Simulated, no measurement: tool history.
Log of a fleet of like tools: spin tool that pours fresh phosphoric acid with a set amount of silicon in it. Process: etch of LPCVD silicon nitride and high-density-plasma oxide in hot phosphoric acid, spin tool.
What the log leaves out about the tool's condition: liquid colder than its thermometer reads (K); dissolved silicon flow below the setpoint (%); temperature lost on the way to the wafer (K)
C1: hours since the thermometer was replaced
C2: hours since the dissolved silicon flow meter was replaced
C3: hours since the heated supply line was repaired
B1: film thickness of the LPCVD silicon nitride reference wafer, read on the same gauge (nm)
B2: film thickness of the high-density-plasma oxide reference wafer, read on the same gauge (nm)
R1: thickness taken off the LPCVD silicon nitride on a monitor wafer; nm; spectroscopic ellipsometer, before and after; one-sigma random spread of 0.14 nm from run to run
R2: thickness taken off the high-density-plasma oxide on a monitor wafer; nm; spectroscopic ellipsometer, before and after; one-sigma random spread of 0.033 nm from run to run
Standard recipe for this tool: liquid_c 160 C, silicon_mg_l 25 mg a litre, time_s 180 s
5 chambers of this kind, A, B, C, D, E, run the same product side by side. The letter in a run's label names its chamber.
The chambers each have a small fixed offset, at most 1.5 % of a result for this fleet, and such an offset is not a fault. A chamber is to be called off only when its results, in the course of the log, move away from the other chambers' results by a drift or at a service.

{"run": "1D", "hour": 9.9, "liquid_c": 160, "silicon_mg_l": 25, "time_s": 180, "C1": 1514.9, "C2": 964.8, "C3": 1684.5, "B1": 50.028, "B2": 79.983, "R1": 15.115, "R2": 0.49181}
{"run": "2A", "hour": 20.0, "liquid_c": 160, "silicon_mg_l": 25, "time_s": 180, "C1": 1442.4, "C2": 459, "C3": 896.4, "B1": 49.983, "B2": 79.967, "R1": 15.514, "R2": 0.47849}
{"run": "3B", "hour": 28.6, "liquid_c": 160, "silicon_mg_l": 25, "time_s": 180, "C1": 1555.5, "C2": 997.8, "C3": 472.4, "B1": 50.017, "B2": 80.013, "R1": 15.544, "R2": 0.45983}
{"run": "4E", "hour": 42.3, "liquid_c": 160, "silicon_mg_l": 25, "time_s": 180, "C1": 580.7, "C2": 1296.8, "C3": 867.1, "B1": 49.994, "B2": 79.979, "R1": 15.221, "R2": 0.49109}
{"hour": 42.4, "done": "chamber A: thermometer replaced"}
{"run": "5C", "hour": 51.3, "liquid_c": 160, "silicon_mg_l": 25, "time_s": 180, "C1": 186.7, "C2": 334.3, "C3": 1326.7, "B1": 50.014, "B2": 79.963, "R1": 15.396, "R2": 0.45718}
{"run": "6C", "hour": 62.0, "liquid_c": 160, "silicon_mg_l": 25, "time_s": 180, "C1": 197.4, "C2": 345, "C3": 1337.4, "B1": 50.005, "B2": 79.971, "R1": 15.14, "R2": 0.46944}
{"run": "7A", "hour": 74.9, "liquid_c": 160, "silicon_mg_l": 25, "time_s": 180, "C1": 32.6, "C2": 513.9, "C3": 951.3, "B1": 50.008, "B2": 80.03, "R1": 15.305, "R2": 0.45953}
{"run": "8B", "hour": 89.6, "liquid_c": 160, "silicon_mg_l": 25, "time_s": 180, "C1": 1616.5, "C2": 1058.8, "C3": 533.4, "B1": 49.987, "B2": 80.001, "R1": 15.067, "R2": 0.50914}
{"run": "9E", "hour": 101.0, "liquid_c": 160, "silicon_mg_l": 25, "time_s": 180, "C1": 639.4, "C2": 1355.5, "C3": 925.8, "B1": 49.992, "B2": 79.947, "R1": 15.163, "R2": 0.48912}
{"hour": 104.6, "done": "chamber D: dissolved silicon flow meter replaced"}
{"run": "10D", "hour": 112.6, "liquid_c": 160, "silicon_mg_l": 17, "time_s": 180, "C1": 1617.6, "C2": 8.1, "C3": 1787.2, "B1": 50.019, "B2": 79.958, "R1": 15.225, "R2": 0.63384}
{"run": "11B", "hour": 121.4, "liquid_c": 160, "silicon_mg_l": 17, "time_s": 180, "C1": 1648.3, "C2": 1090.6, "C3": 565.2, "B1": 49.998, "B2": 80.02, "R1": 15.147, "R2": 0.57611}
{"run": "12E", "hour": 131.0, "liquid_c": 160, "silicon_mg_l": 17, "time_s": 180, "C1": 669.4, "C2": 1385.5, "C3": 955.8, "B1": 50.027, "B2": 79.976, "R1": 15.136, "R2": 0.62402}
{"run": "13D", "hour": 142.3, "liquid_c": 160, "silicon_mg_l": 17, "time_s": 180, "C1": 1647.3, "C2": 37.8, "C3": 1816.9, "B1": 49.995, "B2": 80.039, "R1": 15.296, "R2": 0.63609}
{"run": "14A", "hour": 150.2, "liquid_c": 160, "silicon_mg_l": 17, "time_s": 180, "C1": 107.9, "C2": 589.2, "C3": 1026.6, "B1": 49.994, "B2": 80.027, "R1": 15.326, "R2": 0.6139}
{"run": "15C", "hour": 160.2, "liquid_c": 160, "silicon_mg_l": 25, "time_s": 180, "C1": 295.6, "C2": 443.2, "C3": 1435.6, "B1": 49.959, "B2": 80.019, "R1": 15.757, "R2": 0.49199}
{"hour": 163.8, "done": "chamber E: thermometer replaced"}
{"run": "16A", "hour": 173.0, "liquid_c": 160, "silicon_mg_l": 25, "time_s": 180, "C1": 130.7, "C2": 612, "C3": 1049.4, "B1": 50.022, "B2": 79.959, "R1": 15.409, "R2": 0.42362}
{"run": "17D", "hour": 181.5, "liquid_c": 160, "silicon_mg_l": 25, "time_s": 180, "C1": 1686.5, "C2": 77, "C3": 1856.1, "B1": 50.028, "B2": 80.038, "R1": 15.238, "R2": 0.48446}
{"run": "18B", "hour": 193.6, "liquid_c": 160, "silicon_mg_l": 25, "time_s": 180, "C1": 1720.5, "C2": 1162.8, "C3": 637.4, "B1": 50.035, "B2": 80.028, "R1": 14.746, "R2": 0.43329}
{"run": "19E", "hour": 205.7, "liquid_c": 160, "silicon_mg_l": 25, "time_s": 180, "C1": 42, "C2": 1460.2, "C3": 1030.5, "B1": 49.984, "B2": 79.974, "R1": 15.171, "R2": 0.46024}
{"run": "20C", "hour": 212.2, "liquid_c": 160, "silicon_mg_l": 25, "time_s": 180, "C1": 347.6, "C2": 495.2, "C3": 1487.6, "B1": 49.993, "B2": 80.045, "R1": 15.4, "R2": 0.47485}
{"hour": 213.0, "done": "chamber A: heated supply line repaired"}
{"run": "21E", "hour": 226.2, "liquid_c": 160, "silicon_mg_l": 25, "time_s": 180, "C1": 62.5, "C2": 1480.7, "C3": 1051, "B1": 50.015, "B2": 80.036, "R1": 15.366, "R2": 0.49725}
{"run": "22B", "hour": 237.2, "liquid_c": 160, "silicon_mg_l": 25, "time_s": 180, "C1": 1764.1, "C2": 1206.4, "C3": 681, "B1": 49.954, "B2": 79.985, "R1": 14.771, "R2": 0.40831}
{"run": "23A", "hour": 246.0, "liquid_c": 160, "silicon_mg_l": 25, "time_s": 180, "C1": 203.7, "C2": 685, "C3": 33, "B1": 50.024, "B2": 79.995, "R1": 15.817, "R2": 0.44352}
{"run": "24C", "hour": 256.1, "liquid_c": 160, "silicon_mg_l": 25, "time_s": 180, "C1": 391.5, "C2": 539.1, "C3": 1531.5, "B1": 49.99, "B2": 79.949, "R1": 15.527, "R2": 0.49701}
{"run": "25D", "hour": 270.8, "liquid_c": 160, "silicon_mg_l": 25, "time_s": 180, "C1": 1775.8, "C2": 166.3, "C3": 1945.4, "B1": 49.995, "B2": 80.013, "R1": 15.29, "R2": 0.4675}
{"run": "26B", "hour": 281.8, "liquid_c": 160, "silicon_mg_l": 25, "time_s": 180, "C1": 1808.7, "C2": 1251, "C3": 725.6, "B1": 49.954, "B2": 79.968, "R1": 14.326, "R2": 0.42314}
{"run": "27C", "hour": 296.6, "liquid_c": 162, "silicon_mg_l": 25, "time_s": 180, "C1": 432, "C2": 579.6, "C3": 1572, "B1": 50.014, "B2": 80.004, "R1": 16.661, "R2": 0.52469}
{"run": "28E", "hour": 307.9, "liquid_c": 162, "silicon_mg_l": 25, "time_s": 180, "C1": 144.2, "C2": 1562.4, "C3": 1132.7, "B1": 49.968, "B2": 80.023, "R1": 16.172, "R2": 0.5252}
{"hour": 313.6, "done": "chamber D: heated supply line repaired"}
{"run": "29D", "hour": 315.9, "liquid_c": 162, "silicon_mg_l": 25, "time_s": 180, "C1": 1820.9, "C2": 211.4, "C3": 2.4, "B1": 50.002, "B2": 80.012, "R1": 15.897, "R2": 0.50634}
{"run": "30A", "hour": 328.2, "liquid_c": 162, "silicon_mg_l": 25, "time_s": 180, "C1": 285.9, "C2": 767.2, "C3": 115.2, "B1": 49.99, "B2": 80.044, "R1": 16.484, "R2": 0.56802}

Is one chamber out of step, is the gauge drifting, or do the chambers differ by no more than their own small offsets? For an off chamber, give its letter and the likeliest cause.

Chamber B drifts away from the others.
Likeliest cause: liquid colder than its thermometer reads (K) = 2.6.
It could be hard to tell apart here from: temperature lost on the way to the wafer (K).

Here are 4 candidates for chamber B's next run, each the usual settings with a change, their results left as question marks. Which one brings its results back in line with what the others give on the usual settings?
In line means no further than this from the other chambers' mean on the usual settings: R1 0.49 nm; R2 0.12 nm
{"run": "31B-1", "hour": 338.9, "liquid_c": 160, "silicon_mg_l": 26, "time_s": 175, "R1": "?", "R2": "?"}
{"run": "31B-2", "hour": 338.9, "liquid_c": 160, "silicon_mg_l": 22, "time_s": 195, "R1": "?", "R2": "?"}
{"run": "31B-3", "hour": 338.9, "liquid_c": 160, "silicon_mg_l": 28, "time_s": 165, "R1": "?", "R2": "?"}
{"run": "31B-4", "hour": 338.9, "liquid_c": 160, "silicon_mg_l": 24, "time_s": 185, "R1": "?", "R2": "?"}

What the other chambers average on the usual settings: R1 15.323 nm; R2 0.46966 nm
run=31B-1 R1=13.748 R2=0.34684
run=31B-2 R1=15.32 R2=0.43979
run=31B-3 R1=12.963 R2=0.30447
run=31B-4 R1=14.534 R2=0.39195
With 31B-2, the chamber falls back in line with the rest.
